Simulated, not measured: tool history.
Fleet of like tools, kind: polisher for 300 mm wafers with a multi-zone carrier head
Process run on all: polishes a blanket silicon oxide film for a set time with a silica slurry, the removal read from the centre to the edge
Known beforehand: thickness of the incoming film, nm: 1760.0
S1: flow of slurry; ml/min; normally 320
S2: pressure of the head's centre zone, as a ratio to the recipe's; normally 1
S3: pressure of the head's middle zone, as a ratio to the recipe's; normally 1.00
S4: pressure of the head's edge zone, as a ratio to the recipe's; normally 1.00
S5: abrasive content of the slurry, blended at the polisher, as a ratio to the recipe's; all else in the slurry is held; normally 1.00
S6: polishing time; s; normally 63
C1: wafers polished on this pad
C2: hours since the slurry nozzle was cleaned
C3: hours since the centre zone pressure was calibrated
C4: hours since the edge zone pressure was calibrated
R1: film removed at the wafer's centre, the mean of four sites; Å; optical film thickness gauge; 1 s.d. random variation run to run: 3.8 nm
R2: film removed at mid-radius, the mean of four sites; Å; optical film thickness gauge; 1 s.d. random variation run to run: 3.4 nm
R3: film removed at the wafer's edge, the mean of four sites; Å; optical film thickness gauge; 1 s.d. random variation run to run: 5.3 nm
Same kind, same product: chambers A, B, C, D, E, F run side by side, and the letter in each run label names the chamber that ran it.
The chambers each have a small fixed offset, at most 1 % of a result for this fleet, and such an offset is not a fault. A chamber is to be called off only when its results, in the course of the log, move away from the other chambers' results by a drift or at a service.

run    day   S1  S2    S3    S4    S5  S6    C1     C2     C3     C4      R1      R2      R3
     0.050  -- chamber F: slurry nozzle cleaned
     0.133  -- chamber C: slurry nozzle cleaned
 1F  0.283  320   1  1.00  1.00  1.00  63   467    5.6  374.9  644.6  3791.2  3676.4  3795.5
 2E  0.500  320   1  1.00  1.00  1.00  63  1499   36.2  524.7  139.1  3713.5  3801.2  3763.9
     0.621  -- chamber D: edge zone pressure recalibrated
 3C  0.675  320   1  1.00  1.00  1.00  63   588   13.1  259.5  676.8  3761.0  3681.3  3749.0
     0.783  -- chamber E: worn pad replaced by a new one
 4B  0.983  320   1  1.00  1.00  1.00  63  1271  174.1  346.9  374.1  3721.6  3756.1  3700.1
 5D  1.217  320   1  1.00  1.00  1.00  63   532  108.2  417.0   14.4  3730.4  3758.4  3676.1
     1.258  -- chamber A: worn pad replaced by a new one
 6A  1.375  320   1  1.00  1.00  1.00  63    34   93.7   55.2  413.9  3730.5  3719.5  3783.1
 7A  1.683  320   1  1.00  1.00  1.00  63   125  101.1   62.6  421.3  3764.7  3748.3  3758.1
     1.771  -- chamber B: worn pad replaced by a new one
 8E  1.879  320   1  1.00  1.00  1.00  63   323   69.3  557.8  172.2  3696.9  3752.4  3748.2
     2.050  -- chamber C: worn pad replaced by a new one
 9C  2.079  320   1  1.00  1.00  1.00  63     9   46.8  293.2  710.5  3760.8  3713.5  3791.3
10D  2.350  320   1  0.89  1.00  0.85  63   866  135.4  444.2   41.6  3472.2  3132.8  3491.9
     2.500  -- chamber F: worn pad replaced by a new one
11F  2.600  320   1  0.89  1.00  0.85  63    30   61.2  430.5  700.2  3528.7  3120.3  3583.4
     2.692  -- chamber D: worn pad replaced by a new one
12B  2.842  320   1  0.89  1.00  0.85  63   316  218.7  391.5  418.7  3488.2  3139.7  3444.8
13E  3.154  320   1  0.89  1.00  0.85  63   699   99.9  588.4  202.8  3527.2  3116.7  3535.7
     3.158  -- chamber B: centre zone pressure recalibrated
14F  3.292  320   1  0.89  1.00  0.85  63   234   77.8  447.1  716.8  3473.2  3100.3  3514.9
15A  3.500  320   1  0.89  1.00  0.85  63   661  144.7  106.2  464.9  3487.5  3178.4  3420.5
16C  3.775  320   1  1.00  1.00  1.00  63   510   87.5  333.9  751.2  3757.2  3688.6  3721.6
17D  4.062  320   1  1.00  1.00  1.00  63   404  176.5  485.3   82.7  3776.2  3811.9  3746.8
18B  4.329  320   1  1.00  1.00  1.00  63   754  254.4   28.1  454.4  3742.5  3759.9  3790.0
19E  4.562  320   1  1.00  1.00  1.00  63  1115  133.7  622.2  236.6  3726.6  3776.3  3840.1
     4.842  -- chamber A: worn pad replaced by a new one
20D  4.867  320   1  1.00  1.00  1.00  63   642  195.8  504.6  102.0  3776.7  3778.4  3750.4
21F  5.096  320   1  1.00  1.00  1.00  63   766  121.1  490.4  760.1  3738.5  3729.2  3766.5
     5.279  -- chamber C: worn pad replaced by a new one
22C  5.333  320   1  1.00  1.00  1.00  63    16  124.9  371.3  788.6  3731.2  3753.9  3775.9
     5.554  -- chamber D: worn pad replaced by a new one
23B  5.575  320   1  1.00  1.00  1.00  63  1122  284.3   58.0  484.3  3753.3  3746.9  3771.5
     5.596  -- chamber E: worn pad replaced by a new one
24A  5.792  320   1  1.00  1.00  1.00  63   281  199.7  161.2  519.9  3787.7  3698.7  3693.5
25C  6.033  320   1  1.00  1.00  1.00  63   223  141.7  388.1  805.4  3697.8  3753.1  3675.7
26D  6.204  320   1  1.00  1.00  1.00  63   192  227.9  536.7  134.1  3941.8  3791.1  3654.3
27F  6.354  320   1  1.00  1.00  1.00  63  1137  151.3  520.6  790.3  3720.9  3663.3  3738.5
28E  6.554  320   1  1.00  1.00  1.00  63   283  181.5  670.0  284.4  3772.7  3820.7  3785.3
29B  6.788  320   1  1.00  1.00  1.00  63  1480  313.4   87.1  513.4  3746.9  3755.0  3828.1
     7.054  -- chamber B: worn pad replaced by a new one
30A  7.062  320   1  1.00  1.00  1.00  63   656  230.2  191.7  550.4  3828.7  3794.1  3721.0
     7.129  -- chamber F: worn pad replaced by a new one
31A  7.217  320   1  1.00  1.00  1.00  63   701  233.9  195.4  554.1  3696.5  3748.4  3816.2
32F  7.471  320   1  1.00  0.94  1.00  63   101  178.1  547.4  817.1  3857.6  3708.6  3706.6
33D  7.704  320   1  1.00  0.94  1.00  63   634  263.9  572.7  170.1  4086.5  3745.1  3597.1
34C  7.888  320   1  1.00  0.94  1.00  63   770  186.2  432.6  849.9  3726.8  3715.9  3665.9
35E  8.067  320   1  1.00  0.94  1.00  63   729  217.8  706.3  320.7  3721.3  3756.3  3638.3
36B  8.300  320   1  1.00  0.94  1.00  63   367  349.7  123.4  549.7  3730.2  3750.6  3671.1
37B  8.462  320   1  1.00  0.94  1.00  63   415  353.6  127.3  553.6  3813.4  3745.8  3619.4

All chambers now run identical settings, listed one chamber a line with results as question marks. What results will each chamber show?
38A  8.692  320   1  1.00  1.00  1.00  63                   ?   ?   ?
38B  8.692  320   1  1.00  1.00  1.00  63                   ?   ?   ?
38C  8.692  320   1  1.00  1.00  1.00  63                   ?   ?   ?
38D  8.692  320   1  1.00  1.00  1.00  63                   ?   ?   ?
38E  8.692  320   1  1.00  1.00  1.00  63                   ?   ?   ?
38F  8.692  320   1  1.00  1.00  1.00  63                   ?   ?   ?

run      R1      R2      R3
38A  3761.2  3816.6  3796.5
38B  3768.6  3797.1  3746.3
38C  3696.2  3678.3  3696.6
38D  4125.5  3717.4  3765.0
38E  3732.6  3764.6  3870.5
38F  3796.5  3681.4  3756.1
